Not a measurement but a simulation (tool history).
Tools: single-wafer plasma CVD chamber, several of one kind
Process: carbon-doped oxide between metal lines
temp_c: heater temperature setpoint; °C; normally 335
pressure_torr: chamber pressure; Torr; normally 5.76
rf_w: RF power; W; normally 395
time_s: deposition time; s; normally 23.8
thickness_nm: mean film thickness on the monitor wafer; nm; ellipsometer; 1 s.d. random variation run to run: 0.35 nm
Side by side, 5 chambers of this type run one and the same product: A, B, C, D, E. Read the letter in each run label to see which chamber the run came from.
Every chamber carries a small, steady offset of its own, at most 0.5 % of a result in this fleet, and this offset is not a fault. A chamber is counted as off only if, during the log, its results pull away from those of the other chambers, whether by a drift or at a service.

run	hour	temp_c	pressure_torr	rf_w	time_s	read-back reference wafer on the same gauge, thickness_nm	thickness_nm
# hour 9.5: chamber B: capacitance manometer re-zeroed and calibrated
1C	9.5	335	5.76	395	23.8	131.93	110.46
2B	16.9	335	5.76	395	23.8	131.92	110.69
# hour 19: chamber D: capacitance manometer re-zeroed and calibrated
# hour 23.3: chamber E: RF generator calibrated
3E	27.6	335	5.76	395	23.8	132.15	110.01
4A	34.1	335	5.76	395	23.8	131.92	110.33
5D	45.1	335	5.76	395	23.8	132	110.47
6A	54.2	335	5.76	395	23.8	131.98	110.43
7B	64.5	335	5.76	395	23.8	132.01	110.11
8E	72.4	335	5.76	395	23.8	132.15	110.05
9D	84.9	335	5.76	395	23.8	132.11	109.24
10C	97.6	335	5.76	425	27.8	131.94	136.41
11E	105.8	335	5.76	425	27.8	131.94	135.21
12C	115.3	335	5.76	425	27.8	131.97	136.06
13B	121.9	335	5.76	425	27.8	131.92	136.17
# hour 129.8: chamber E: thermocouple changed; heater temperature recalibrated
14D	133.1	335	5.76	425	27.8	131.84	134.03
15A	143.4	335	5.76	395	23.8	131.97	110.86
16B	151.8	335	5.76	395	23.8	132	111.08
17A	158.6	335	5.76	395	23.8	132.16	110.24
18C	170.6	335	5.76	395	23.8	131.97	110.72
19D	182.9	335	5.76	395	23.8	132.01	108.98
20E	188.8	328	5.76	395	23.8	132.08	112.39
21C	194.4	328	5.76	395	23.8	132	112.9
22B	206.2	328	5.76	395	23.8	132.04	113.01
23E	216.2	328	5.76	395	23.8	132.08	112.79
24A	222.8	328	5.76	395	23.8	132.01	113.05
25D	232.3	335	5.76	395	23.8	131.97	108.6
26A	241.8	335	5.76	395	23.8	131.96	111.17
27C	253.8	335	4.43	395	28.1	131.99	125.33
28D	264.5	335	4.43	395	28.1	131.93	123.57
29B	271.3	335	4.43	395	28.1	132.02	126.74
30E	279.9	335	4.43	395	28.1	132.02	124.85
31A	288.4	335	4.43	395	28.1	132	125.35

For the next run the whole fleet of 5 chambers uses the same settings. Give each chamber's results:
32A	297.8	335	5.76	420	23.8		?
32B	297.8	335	5.76	420	23.8		?
32C	297.8	335	5.76	420	23.8		?
32D	297.8	335	5.76	420	23.8		?
32E	297.8	335	5.76	420	23.8		?

run	thickness_nm
32A	115.46
32B	115.66
32C	115.29
32D	113.07
32E	114.67

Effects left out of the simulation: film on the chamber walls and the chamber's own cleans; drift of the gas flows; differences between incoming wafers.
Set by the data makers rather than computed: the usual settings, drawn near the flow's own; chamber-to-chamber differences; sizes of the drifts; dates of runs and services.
